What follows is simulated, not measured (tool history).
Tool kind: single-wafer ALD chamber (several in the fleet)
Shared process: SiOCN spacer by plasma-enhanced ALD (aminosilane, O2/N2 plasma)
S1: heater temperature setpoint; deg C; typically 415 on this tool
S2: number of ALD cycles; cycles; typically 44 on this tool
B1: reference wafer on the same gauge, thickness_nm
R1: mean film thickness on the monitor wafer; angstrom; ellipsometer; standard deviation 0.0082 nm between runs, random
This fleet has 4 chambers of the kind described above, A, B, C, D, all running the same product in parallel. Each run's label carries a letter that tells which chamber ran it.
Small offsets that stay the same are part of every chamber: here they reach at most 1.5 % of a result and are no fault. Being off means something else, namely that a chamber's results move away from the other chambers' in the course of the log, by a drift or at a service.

run	hour	S1	S2	B1	R1
1B	14.4	415	44	2.9603	25.313
2A	27.8	415	44	2.9592	25.394
3D	41.0	415	44	2.9585	25.487
4C	50.7	415	44	2.9610	25.129
5D	57.9	415	44	2.9590	25.367
6C	71.1	415	44	2.9583	25.034
7B	77.6	415	44	2.9580	25.237
8A	92.3	430	48	2.9600	26.392
9B	106.1	430	48	2.9594	26.197
10A	117.6	430	48	2.9604	26.453
11D	128.2	430	48	2.9593	26.307
12C	139.1	415	44	2.9581	25.001
13C	148.0	415	44	2.9579	25.071
14D	157.1	415	44	2.9595	25.517
15A	171.3	415	44	2.9580	25.410
16B	180.2	415	44	2.9614	25.277
17C	190.9	415	44	2.9633	25.032
18D	199.7	415	44	2.9576	25.402
19A	209.0	415	44	2.9600	25.389
20B	219.4	415	44	2.9606	25.279
21B	232.8	424	51	2.9607	28.322
22D	241.1	424	51	2.9622	28.551
23C	254.6	424	51	2.9602	28.261
24A	263.2	424	51	2.9601	28.518
25C	272.6	415	44	2.9592	25.023
26B	287.2	415	39	2.9582	22.309
27D	301.6	415	39	2.9621	22.507
28A	309.6	415	39	2.9605	22.616
29D	317.0	415	39	2.9616	22.418
30C	330.9	425	50	2.9611	27.556
31A	345.1	425	50	2.9613	27.940
32B	354.1	425	50	2.9590	27.681
# hour 368.2: chamber D: thermocouple changed; heater temperature recalibrated
33C	368.9	425	50	2.9619	27.625
34B	379.2	415	44	2.9602	25.250
# hour 381.2: chamber A: thermocouple changed; heater temperature recalibrated
35A	394.1	415	44	2.9612	25.228
36D	407.5	415	44	2.9592	25.469

Read the log: is a single chamber off, either drifting away or since a service, is the gauge that measures every chamber drifting, or is nothing wrong beyond small per-chamber offsets? Name any odd chamber and what most likely caused it.

Beyond each chamber's small constant offset nothing stands out, and the gauge stays steady.
